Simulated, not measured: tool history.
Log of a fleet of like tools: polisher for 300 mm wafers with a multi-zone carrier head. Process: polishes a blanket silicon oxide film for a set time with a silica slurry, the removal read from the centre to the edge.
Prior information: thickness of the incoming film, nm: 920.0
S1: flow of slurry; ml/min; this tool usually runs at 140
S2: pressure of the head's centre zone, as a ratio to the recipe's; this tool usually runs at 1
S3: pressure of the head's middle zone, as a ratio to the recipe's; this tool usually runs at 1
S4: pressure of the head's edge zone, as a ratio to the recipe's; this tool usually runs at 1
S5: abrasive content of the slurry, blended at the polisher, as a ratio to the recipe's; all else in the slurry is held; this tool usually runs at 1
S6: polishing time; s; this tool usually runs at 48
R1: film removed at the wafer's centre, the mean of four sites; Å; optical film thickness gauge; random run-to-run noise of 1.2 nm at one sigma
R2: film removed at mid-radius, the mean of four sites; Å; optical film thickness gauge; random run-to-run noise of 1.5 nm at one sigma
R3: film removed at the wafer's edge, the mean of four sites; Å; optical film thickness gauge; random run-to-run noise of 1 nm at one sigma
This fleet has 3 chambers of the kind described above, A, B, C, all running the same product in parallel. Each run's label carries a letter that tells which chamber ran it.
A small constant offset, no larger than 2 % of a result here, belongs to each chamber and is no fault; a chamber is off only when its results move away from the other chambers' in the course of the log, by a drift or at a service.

| run | hour | S1 | S2 | S3 | S4 | S5 | S6 | R1 | R2 | R3 |
|---|---|---|---|---|---|---|---|---|---|---|
| 1B | 4.4 | 140 | 1 | 1 | 1 | 1 | 48 | 1542.6 | 1527.6 | 1554.9 |
| 2A | 9.1 | 140 | 1 | 1 | 1 | 1 | 48 | 1524.5 | 1553.1 | 1519.9 |
| 3C | 16 | 140 | 1 | 1 | 1 | 1 | 48 | 1524.3 | 1518.4 | 1531.5 |
|  | 20.7 | chamber B: centre zone pressure recalibrated |
| 4C | 23.3 | 140 | 1 | 1 | 1 | 1 | 48 | 1534.2 | 1500.7 | 1530 |
|  | 24.3 | chamber A: edge zone pressure recalibrated |
| 5B | 30.1 | 140 | 1 | 1 | 1 | 1.15 | 60 | 2038.4 | 2028.8 | 2063.9 |
| 6A | 36.2 | 140 | 1 | 1 | 1 | 1.15 | 60 | 2035.8 | 2069.1 | 2038.8 |
| 7B | 40.3 | 140 | 1 | 1 | 1 | 1.15 | 60 | 2042 | 2012.5 | 2068.6 |
|  | 43.8 | chamber C: worn pad replaced by a new one |
| 8C | 44.4 | 140 | 1 | 1 | 1 | 1 | 48 | 1528.9 | 1526.7 | 1518.4 |
| 9A | 51.1 | 140 | 1 | 1 | 1 | 1 | 48 | 1522 | 1543.9 | 1539.3 |
| 10C | 56.5 | 140 | 1 | 1 | 1 | 1 | 48 | 1505.3 | 1543.8 | 1528.8 |
|  | 58.6 | chamber B: worn pad replaced by a new one |
| 11A | 63 | 140 | 1 | 0.89 | 0.89 | 1 | 48 | 1549.8 | 1400.5 | 1468.6 |
| 12B | 68.7 | 140 | 1 | 0.89 | 0.89 | 1 | 48 | 1515 | 1375.6 | 1478.6 |
|  | 69.1 | chamber A: worn pad replaced by a new one |
| 13A | 73.7 | 140 | 1 | 0.89 | 0.89 | 1 | 48 | 1574 | 1405.6 | 1450.7 |
|  | 74.5 | chamber A: slurry nozzle cleaned |
| 14B | 80.2 | 140 | 1 | 1 | 1 | 1 | 48 | 1506.7 | 1522.1 | 1560.4 |
| 15C | 83.4 | 140 | 1 | 1 | 1 | 1 | 48 | 1543.3 | 1516.4 | 1538.3 |
| 16C | 87.3 | 140 | 1 | 1 | 1 | 1 | 48 | 1535.9 | 1508.3 | 1524.7 |
| 17B | 94.3 | 140 | 1 | 1 | 1 | 1 | 48 | 1503.4 | 1522.6 | 1564 |
| 18A | 100.2 | 140 | 1 | 1 | 1 | 1 | 48 | 1589.4 | 1527.7 | 1549.6 |
|  | 104.9 | chamber C: worn pad replaced by a new one |
| 19B | 106.2 | 140 | 1 | 1 | 1 | 1 | 48 | 1521.9 | 1537.5 | 1554.7 |
| 20A | 111.2 | 140 | 1 | 1 | 1 | 1 | 48 | 1563.3 | 1557.1 | 1542.2 |
| 21C | 115.2 | 140 | 1 | 0.9 | 1 | 0.7 | 48 | 1275 | 1148.5 | 1286.6 |
| 22B | 119.2 | 140 | 1 | 0.9 | 1 | 0.7 | 48 | 1278.2 | 1168 | 1304.3 |
| 23A | 126.2 | 140 | 1 | 0.9 | 1 | 0.7 | 48 | 1363.1 | 1202.5 | 1281.8 |
| 24C | 129.4 | 140 | 1 | 1 | 1 | 1 | 48 | 1511.6 | 1518.8 | 1538.6 |
| 25B | 136.1 | 140 | 1 | 1 | 1 | 1 | 48 | 1536.9 | 1548.2 | 1562.3 |
| 26A | 139.9 | 140 | 1 | 1 | 1 | 1 | 48 | 1629.9 | 1538.2 | 1528.6 |
| 27C | 147 | 140 | 1 | 1 | 1 | 1 | 48 | 1520.4 | 1527.7 | 1509.1 |
|  | 149.6 | chamber A: worn pad replaced by a new one |
| 28A | 153.1 | 140 | 1.09 | 1 | 1 | 1.1 | 48 | 1876.2 | 1618.8 | 1609.8 |
|  | 155.9 | chamber B: worn pad replaced by a new one |
| 29C | 156.2 | 140 | 1.09 | 1 | 1 | 1.1 | 48 | 1770.6 | 1603.8 | 1612.9 |
| 30B | 160.7 | 140 | 1.09 | 1 | 1 | 1.1 | 48 | 1719.6 | 1594.8 | 1626.8 |
| 31A | 164.4 | 140 | 1 | 1 | 1 | 1 | 48 | 1654.5 | 1555.1 | 1543.8 |

Next, all 3 chambers run the settings below, one line each with question marks for the results. What does each chamber give?
| 32A | 169.6 | 140 | 1 | 1 | 1 | 1 | 48 | ? | ? | ? |
| 32B | 169.6 | 140 | 1 | 1 | 1 | 1 | 48 | ? | ? | ? |
| 32C | 169.6 | 140 | 1 | 1 | 1 | 1 | 48 | ? | ? | ? |

| run | R1 | R2 | R3 |
|---|---|---|---|
| 32A | 1626 | 1559.2 | 1533.9 |
| 32B | 1534 | 1526.3 | 1545.5 |
| 32C | 1535.4 | 1515.9 | 1534.2 |
